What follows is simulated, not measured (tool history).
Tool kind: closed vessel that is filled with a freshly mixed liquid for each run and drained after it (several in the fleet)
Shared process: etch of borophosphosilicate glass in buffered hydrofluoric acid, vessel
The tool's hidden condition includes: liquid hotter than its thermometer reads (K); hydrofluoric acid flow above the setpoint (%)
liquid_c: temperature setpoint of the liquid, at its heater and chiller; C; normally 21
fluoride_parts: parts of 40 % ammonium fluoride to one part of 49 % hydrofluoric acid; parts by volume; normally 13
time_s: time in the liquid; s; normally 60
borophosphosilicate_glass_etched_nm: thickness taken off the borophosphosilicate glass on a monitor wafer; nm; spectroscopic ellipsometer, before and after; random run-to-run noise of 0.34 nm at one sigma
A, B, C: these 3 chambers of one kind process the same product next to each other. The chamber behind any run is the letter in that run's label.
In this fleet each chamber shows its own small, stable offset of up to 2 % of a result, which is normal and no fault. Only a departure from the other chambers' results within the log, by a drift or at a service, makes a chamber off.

| run | hour | liquid_c | fluoride_parts | time_s | hours since the thermometer was replaced | hours since the hydrofluoric acid flow meter was replaced | read-back film thickness of the borophosphosilicate glass reference wafer, read on the same gauge (nm) | borophosphosilicate_glass_etched_nm |
|---|---|---|---|---|---|---|---|---|
| 1C | 3.4 | 21 | 13 | 60 | 1123.5 | 637.9 | 140.05 | 62.993 |
| 2A | 6.9 | 21 | 13 | 60 | 356.9 | 2065.5 | 140.02 | 61.49 |
| 3B | 13.8 | 21 | 13 | 60 | 89.6 | 231.3 | 140.01 | 61.821 |
| 4A | 17.1 | 21 | 13 | 60 | 367.1 | 2075.7 | 139.99 | 61.146 |
| 5B | 22.4 | 21 | 13 | 60 | 98.2 | 239.9 | 140.02 | 62.044 |
| 6C | 28.5 | 21 | 13 | 60 | 1148.6 | 663 | 140.04 | 62.966 |
| 7B | 31.9 | 21 | 13 | 60 | 107.7 | 249.4 | 139.97 | 61.893 |
| 8C | 37.5 | 21 | 13 | 60 | 1157.6 | 672 | 140.01 | 62.731 |
| 9A | 41.2 | 17 | 13 | 90 | 391.2 | 2099.8 | 140.04 | 73.915 |
| 10C | 46.2 | 17 | 13 | 90 | 1166.3 | 680.7 | 140 | 75.382 |
| 11A | 49.9 | 17 | 13 | 90 | 399.9 | 2108.5 | 139.96 | 73.269 |
| 12B | 54.3 | 21 | 13 | 60 | 130.1 | 271.8 | 140 | 61.84 |
| 13C | 59.1 | 21 | 13 | 60 | 1179.2 | 693.6 | 140.02 | 62.956 |
| 14B | 64.4 | 21 | 13 | 60 | 140.2 | 281.9 | 139.97 | 61.389 |
| 15A | 68.9 | 21 | 13 | 60 | 418.9 | 2127.5 | 140.02 | 61.772 |
| 16C | 74.1 | 21 | 13 | 60 | 1194.2 | 708.6 | 140.01 | 62.843 |
| 17A | 80.8 | 21 | 13 | 60 | 430.8 | 2139.4 | 140 | 61.387 |
| 18B | 84.9 | 21 | 13 | 60 | 160.7 | 302.4 | 140.01 | 61.578 |
| 19C | 89.6 | 23.5 | 13 | 60 | 1209.7 | 724.1 | 140.02 | 72.066 |
| 20A | 95.2 | 23.5 | 13 | 60 | 445.2 | 2153.8 | 140.04 | 70.768 |
|  | 96.7 | chamber A: hydrofluoric acid flow meter replaced |
| 21B | 101.6 | 23.5 | 13 | 60 | 177.4 | 319.1 | 140.03 | 70.309 |
|  | 105.9 | chamber C: hydrofluoric acid flow meter replaced |
| 22B | 108.5 | 21 | 13 | 60 | 184.3 | 326 | 140.03 | 61.114 |
| 23A | 111.6 | 21 | 13 | 60 | 461.6 | 14.9 | 140.02 | 61.088 |
| 24C | 118.4 | 21 | 13 | 60 | 1238.5 | 12.6 | 140.05 | 62.692 |
| 25B | 124.2 | 21 | 13 | 60 | 200 | 341.7 | 139.99 | 61.209 |
| 26A | 130.7 | 17 | 13 | 80 | 480.7 | 34 | 140 | 65.248 |
| 27C | 137.6 | 17 | 13 | 80 | 1257.7 | 31.8 | 140.02 | 67.354 |
| 28B | 143 | 17 | 13 | 80 | 218.8 | 360.5 | 139.99 | 66.585 |
| 29A | 146.1 | 21 | 13 | 60 | 496.1 | 49.4 | 139.99 | 61.176 |
| 30C | 152.6 | 21 | 13 | 60 | 1272.7 | 46.8 | 140.02 | 63.109 |
| 31C | 158.4 | 21 | 13 | 60 | 1278.5 | 52.6 | 139.97 | 62.048 |
| 32B | 165.2 | 21 | 13 | 60 | 241 | 382.7 | 139.99 | 61.746 |
| 33A | 169.1 | 21 | 13 | 60 | 519.1 | 72.4 | 140.02 | 61.243 |

Next, every chamber runs the same settings. What will each give?
| 34A | 174 | 21 | 8.5 | 60 |  |  |  | ? |
| 34B | 174 | 21 | 8.5 | 60 |  |  |  | ? |
| 34C | 174 | 21 | 8.5 | 60 |  |  |  | ? |

| run | borophosphosilicate_glass_etched_nm |
|---|---|
| 34A | 91.229 |
| 34B | 91.166 |
| 34C | 92.741 |
